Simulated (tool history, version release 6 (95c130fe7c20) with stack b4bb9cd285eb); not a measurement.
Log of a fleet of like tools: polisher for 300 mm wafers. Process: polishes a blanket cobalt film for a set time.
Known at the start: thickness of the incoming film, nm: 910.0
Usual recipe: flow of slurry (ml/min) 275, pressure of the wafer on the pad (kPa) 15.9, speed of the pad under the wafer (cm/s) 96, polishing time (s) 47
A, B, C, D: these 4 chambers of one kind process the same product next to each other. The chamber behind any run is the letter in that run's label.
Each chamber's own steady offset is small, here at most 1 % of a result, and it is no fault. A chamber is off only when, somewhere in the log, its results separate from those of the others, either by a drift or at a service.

run	hour	flow of slurry (ml/min)	pressure of the wafer on the pad (kPa)	speed of the pad under the wafer (cm/s)	polishing time (s)	wafers polished on this pad	hours since the slurry nozzle was cleaned	hours since the head pressure was calibrated	film removed (angstrom)
1B	6.6	275	15.9	96	47	415	344.2	311.1	3127.0
2C	12.1	275	15.9	96	47	489	35.8	54.5	3121.8
3A	17.3	275	15.9	96	47	201	143.4	500.8	3143.1
4D	21.7	275	15.9	96	47	291	254.3	450.1	3115.3
5D	26.9	275	15.9	96	47	350	259.5	455.3	3076.2
6C	31.4	275	15.9	96	47	710	55.1	73.8	3105.3
7B	37.1	275	15.9	108	47	764	374.7	341.6	3494.9
8A	43.5	275	15.9	108	47	501	169.6	527.0	3584.7
9B	47.4	275	15.9	108	47	882	385.0	351.9	3477.2
# hour 48.0: chamber A: worn pad replaced by a new one
10C	51.1	275	15.9	108	47	935	74.8	93.5	3566.7
11D	55.8	275	15.9	96	47	681	288.4	484.2	3172.4
12A	61.8	275	15.9	96	47	158	187.9	545.3	3130.3
# hour 63.8: chamber D: worn pad replaced by a new one
13D	67.3	275	15.9	96	47	40	299.9	495.7	3097.1
14A	72.7	275	15.9	96	47	283	198.8	556.2	3130.9
15C	76.6	275	15.9	96	47	1227	100.3	119.0	3016.5
16B	81.4	275	15.9	96	47	1272	419.0	385.9	3071.3
17D	84.4	275	15.9	96	47	236	317.0	512.8	3063.1
18B	88.4	275	15.9	96	47	1352	426.0	392.9	3058.3
19A	92.4	275	15.9	96	47	509	218.5	575.9	3154.6
# hour 95.0: chamber B: worn pad replaced by a new one
20C	95.8	275	15.9	96	47	1447	119.5	138.2	3035.0
21C	100.4	275	15.9	96	47	1500	124.1	142.8	2969.6
22A	106.5	275	15.9	96	47	670	232.6	590.0	3121.6
# hour 108.2: chamber A: worn pad replaced by a new one
23B	112.7	275	15.9	96	47	203	450.3	417.2	3128.4
# hour 117.4: chamber A: head pressure recalibrated
24D	118.0	275	15.9	82	47	621	350.6	546.4	2661.1
25D	121.5	275	15.9	82	47	661	354.1	549.9	2668.6
26B	124.9	275	15.9	82	47	343	462.5	429.4	2682.3
# hour 129.7: chamber D: worn pad replaced by a new one
27C	130.6	275	15.9	82	47	1846	154.3	173.0	2402.4
28A	135.4	230	15.9	96	39	312	261.5	18.1	2562.3
29D	139.7	230	15.9	96	39	115	372.3	568.1	2497.9
30B	143.8	230	15.9	96	39	559	481.4	448.3	2489.1
31A	149.9	230	15.9	96	39	478	276.0	32.6	2574.2

Each of the 4 chambers runs these same settings next. Fill in every chamber's results:
32A	154.8	325	15.9	96	47				?
32B	154.8	325	15.9	96	47				?
32C	154.8	325	15.9	96	47				?
32D	154.8	325	15.9	96	47				?

run	film removed (angstrom)
32A	3183.9
32B	3154.9
32C	2809.8
32D	3179.3
